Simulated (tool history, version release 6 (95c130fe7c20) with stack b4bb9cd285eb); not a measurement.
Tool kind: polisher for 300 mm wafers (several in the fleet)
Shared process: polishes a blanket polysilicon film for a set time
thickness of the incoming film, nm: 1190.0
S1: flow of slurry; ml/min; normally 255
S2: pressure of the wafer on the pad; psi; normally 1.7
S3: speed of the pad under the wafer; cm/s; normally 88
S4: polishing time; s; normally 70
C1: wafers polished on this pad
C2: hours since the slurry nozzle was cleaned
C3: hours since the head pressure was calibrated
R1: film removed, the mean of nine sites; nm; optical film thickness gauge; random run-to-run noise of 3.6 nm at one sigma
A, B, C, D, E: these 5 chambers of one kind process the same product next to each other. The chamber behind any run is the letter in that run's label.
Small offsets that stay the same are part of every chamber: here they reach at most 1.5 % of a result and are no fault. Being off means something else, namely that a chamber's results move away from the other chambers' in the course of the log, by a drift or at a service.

run 1A day=0.15 | S1=255 S2=1.7 S3=88 S4=70 | C1=395 C2=54 C3=520.5 | R1=278.71
-- day=0.162 chamber B: worn pad replaced by a new one
-- day=0.167 chamber D: slurry nozzle cleaned
run 2E day=0.275 | S1=255 S2=1.7 S3=88 S4=70 | C1=557 C2=232.7 C3=66.2 | R1=281.79
run 3B day=0.442 | S1=255 S2=1.7 S3=88 S4=70 | C1=45 C2=16.5 C3=779.8 | R1=276.1
run 4C day=0.588 | S1=255 S2=1.7 S3=88 S4=70 | C1=383 C2=187 C3=592.2 | R1=280.15
run 5D day=0.854 | S1=255 S2=1.7 S3=88 S4=70 | C1=624 C2=16.5 C3=1123.9 | R1=271.71
run 6C day=1.042 | S1=255 S2=1.7 S3=88 S4=70 | C1=456 C2=197.9 C3=603.1 | R1=278.71
run 7D day=1.275 | S1=255 S2=1.7 S3=88 S4=70 | C1=692 C2=26.6 C3=1134 | R1=271.47
run 8E day=1.425 | S1=255 S2=1.7 S3=88 S4=70 | C1=744 C2=260.3 C3=93.8 | R1=272.44
run 9A day=1.667 | S1=255 S2=1.7 S3=88 S4=70 | C1=641 C2=90.4 C3=556.9 | R1=278.22
-- day=1.742 chamber E: slurry nozzle cleaned
run 10B day=1.908 | S1=255 S2=1.7 S3=88 S4=70 | C1=283 C2=51.7 C3=815 | R1=278.57
run 11B day=2.133 | S1=255 S2=1.7 S3=88 S4=70 | C1=320 C2=57.1 C3=820.4 | R1=286.66
run 12D day=2.304 | S1=255 S2=1.7 S3=88 S4=70 | C1=859 C2=51.3 C3=1158.7 | R1=277.2
run 13A day=2.588 | S1=255 S2=1.7 S3=88 S4=70 | C1=791 C2=112.5 C3=579 | R1=269.25
run 14C day=2.754 | S1=255 S2=1.7 S3=88 S4=70 | C1=734 C2=239 C3=644.2 | R1=283.44
-- day=2.875 chamber A: worn pad replaced by a new one
run 15E day=3.042 | S1=255 S2=1.7 S3=88 S4=70 | C1=1007 C2=31.3 C3=132.6 | R1=280.12
-- day=3.058 chamber B: head pressure recalibrated
run 16E day=3.175 | S1=255 S2=1.7 S3=88 S4=70 | C1=1028 C2=34.5 C3=135.8 | R1=272.25
run 17D day=3.425 | S1=255 S2=1.7 S3=88 S4=70 | C1=1041 C2=78.2 C3=1185.6 | R1=270.95
run 18B day=3.596 | S1=255 S2=1.7 S3=88 S4=70 | C1=558 C2=92.2 C3=13 | R1=278.88
run 19A day=3.867 | S1=255 S2=1.7 S3=88 S4=70 | C1=161 C2=143.2 C3=609.7 | R1=274.69
run 20C day=4.133 | S1=255 S2=1.7 S3=88 S4=70 | C1=958 C2=272.1 C3=677.3 | R1=280.8
run 21D day=4.35 | S1=255 S2=1.7 S3=88 S4=70 | C1=1191 C2=100.4 C3=1207.8 | R1=271.79
-- day=4.429 chamber E: worn pad replaced by a new one
-- day=4.575 chamber C: head pressure recalibrated
run 22E day=4.625 | S1=195 S2=1.7 S3=88 S4=70 | C1=32 C2=69.3 C3=170.6 | R1=263.52
run 23A day=4.825 | S1=195 S2=1.7 S3=88 S4=70 | C1=316 C2=166.2 C3=632.7 | R1=259.01
-- day=5.025 chamber D: worn pad replaced by a new one
run 24C day=5.096 | S1=195 S2=1.7 S3=88 S4=70 | C1=1115 C2=295.2 C3=12.6 | R1=258.48
run 25B day=5.375 | S1=195 S2=1.7 S3=88 S4=70 | C1=846 C2=134.9 C3=55.7 | R1=264.73
run 26D day=5.654 | S1=195 S2=1.7 S3=88 S4=70 | C1=102 C2=131.7 C3=1239.1 | R1=271.05
run 27C day=5.908 | S1=255 S2=1.7 S3=88 S4=70 | C1=1247 C2=314.7 C3=32.1 | R1=265.06
run 28A day=6.088 | S1=255 S2=1.7 S3=88 S4=70 | C1=521 C2=196.5 C3=663 | R1=269.5
-- day=6.112 chamber B: worn pad replaced by a new one
run 29B day=6.362 | S1=255 S2=1.7 S3=88 S4=70 | C1=41 C2=158.6 C3=79.4 | R1=282.65
run 30E day=6.633 | S1=255 S2=1.7 S3=88 S4=70 | C1=358 C2=117.5 C3=218.8 | R1=276.82
-- day=6.662 chamber D: head pressure recalibrated
run 31D day=6.808 | S1=255 S2=1.7 S3=88 S4=70 | C1=289 C2=159.4 C3=3.6 | R1=275.13
run 32B day=6.938 | S1=255 S2=1.7 S3=80 S4=70 | C1=134 C2=172.4 C3=93.2 | R1=252.11
run 33E day=7.158 | S1=255 S2=1.7 S3=80 S4=70 | C1=443 C2=130.1 C3=231.4 | R1=244.89
-- day=7.167 chamber A: worn pad replaced by a new one
run 34C day=7.354 | S1=255 S2=1.7 S3=80 S4=70 | C1=1481 C2=349.4 C3=66.8 | R1=223.76
run 35A day=7.512 | S1=255 S2=1.7 S3=80 S4=70 | C1=56 C2=230.7 C3=697.2 | R1=244.71
run 36E day=7.642 | S1=255 S2=1.7 S3=80 S4=70 | C1=522 C2=141.7 C3=243 | R1=247.52
run 37B day=7.821 | S1=255 S2=1.7 S3=88 S4=70 | C1=278 C2=193.6 C3=114.4 | R1=276.22
run 38D day=8.075 | S1=330 S2=1.7 S3=88 S4=84 | C1=495 C2=189.8 C3=34 | R1=340.31

Is one chamber off against the others, does the gauge drift, or is nothing wrong? If a chamber is off, say which, and what the likeliest cause is.

It is chamber C that slowly wanders off from its peers.
Likeliest cause: removal rate lost through wear of the pad, % = 12.1.

Which of the 4 candidates below, each the usual settings with something changed and its results left as question marks, puts chamber C back in line with what the other chambers give on the usual settings?
To be in line, a result may differ from the other chambers' mean on the usual settings by at most: R1 13 nm
run 39C-1 day=8.279 | S1=255 S2=1.6 S3=86 S4=68 | R1=?
run 39C-2 day=8.279 | S1=250 S2=1.7 S3=70 S4=70 | R1=?
run 39C-3 day=8.279 | S1=255 S2=1.7 S3=98 S4=79 | R1=?
run 39C-4 day=8.279 | S1=260 S2=1.7 S3=88 S4=78 | R1=?

Usual-settings mean across the other chambers: R1 275.32 nm
run=39C-1 R1=218.41
run=39C-2 R1=194.69
run=39C-3 R1=306.6
run=39C-4 R1=272.79
39C-4 brings the chamber back in line.
